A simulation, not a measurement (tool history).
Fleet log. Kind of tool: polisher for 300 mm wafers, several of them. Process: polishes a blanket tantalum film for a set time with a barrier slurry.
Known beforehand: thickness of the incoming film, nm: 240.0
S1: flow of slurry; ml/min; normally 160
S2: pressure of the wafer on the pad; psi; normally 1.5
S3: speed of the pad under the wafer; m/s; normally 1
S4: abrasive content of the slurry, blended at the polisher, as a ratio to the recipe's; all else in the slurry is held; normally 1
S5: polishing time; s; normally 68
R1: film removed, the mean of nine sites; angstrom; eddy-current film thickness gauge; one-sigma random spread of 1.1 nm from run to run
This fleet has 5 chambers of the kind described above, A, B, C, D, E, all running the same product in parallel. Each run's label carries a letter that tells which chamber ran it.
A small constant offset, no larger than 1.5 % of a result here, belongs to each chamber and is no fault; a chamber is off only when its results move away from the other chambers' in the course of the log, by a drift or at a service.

run	hour	S1	S2	S3	S4	S5	R1
# hour 9.2: chamber B: slurry blender recalibrated
# hour 10: chamber D: slurry nozzle cleaned
1A	12.4	160	1.5	1	1	68	987.8
2C	21	160	1.5	1	1	68	990.61
# hour 28.8: chamber D: worn pad replaced by a new one
3D	30.9	160	1.5	1	1	68	999.54
# hour 34.1: chamber E: worn pad replaced by a new one
4B	42.8	160	1.5	1	1	68	999
# hour 50.2: chamber B: slurry nozzle cleaned
5E	53.9	160	1.5	1	1	68	985.92
# hour 56.4: chamber A: worn pad replaced by a new one
6C	63.3	160	1.5	1	1	68	968.52
7A	74.7	160	1.5	1	1	68	997.59
8E	86.6	160	1.7	1	1	45	745.77
9B	95.4	160	1.7	1	1	45	736.36
# hour 100.4: chamber A: head pressure recalibrated
10D	102.2	160	1.7	1	1	45	742.5
11C	109.6	160	1.7	1	1	45	727.77
# hour 112.1: chamber D: slurry blender recalibrated
# hour 118.8: chamber C: worn pad replaced by a new one
12D	121.1	160	1.7	1	1	45	738.16
# hour 126.4: chamber B: slurry blender recalibrated
13E	127.4	160	1.5	1	1	68	977.51
# hour 136.5: chamber B: worn pad replaced by a new one
14A	139.3	110	1.5	1.32	1	68	1225.9
# hour 147.6: chamber A: worn pad replaced by a new one
15B	148.3	110	1.5	1.32	1	68	1217.3
16A	155	110	1.5	1.32	1	68	1241.4
17C	164.1	110	1.5	1.32	1	68	1177.2
18E	173.9	110	1.5	1.32	1	68	1215.1
19B	184.7	160	1.5	1	0.75	68	893.72
20D	195.9	160	1.5	1	0.75	68	899.75
# hour 198.2: chamber E: worn pad replaced by a new one
21D	203.9	160	1.5	1	0.75	68	904.51
22C	210	160	1.5	1	0.75	68	876.63
# hour 213.4: chamber D: head pressure recalibrated
# hour 216: chamber E: slurry blender recalibrated
23B	217.1	160	1.5	1	0.75	68	907.35
# hour 229.7: chamber C: worn pad replaced by a new one
24E	229.7	160	1.5	1	1	68	999.68
# hour 232.8: chamber D: worn pad replaced by a new one
25A	239.8	160	1.5	1	1	68	987.87
# hour 245.9: chamber B: slurry blender recalibrated
26A	247	160	1.5	1	1	68	994.65
# hour 258.1: chamber D: slurry blender recalibrated
27E	259.5	160	1.5	1	1	68	985.11
28B	267.6	160	1.5	1	1	68	995.81
29C	274.6	160	1.5	1	1	68	960.92
30D	284.4	160	2	1	1	84	1631.9
31C	296.7	160	2	1	1	84	1650.8

All chambers now run identical settings, listed one chamber a line with results as question marks. What results will each chamber show?
32A	305.9	160	1.5	1	1	68	?
32B	305.9	160	1.5	1	1	68	?
32C	305.9	160	1.5	1	1	68	?
32D	305.9	160	1.5	1	1	68	?
32E	305.9	160	1.5	1	1	68	?

run	R1
32A	994.8
32B	991.44
32C	982.34
32D	1003.9
32E	993.64

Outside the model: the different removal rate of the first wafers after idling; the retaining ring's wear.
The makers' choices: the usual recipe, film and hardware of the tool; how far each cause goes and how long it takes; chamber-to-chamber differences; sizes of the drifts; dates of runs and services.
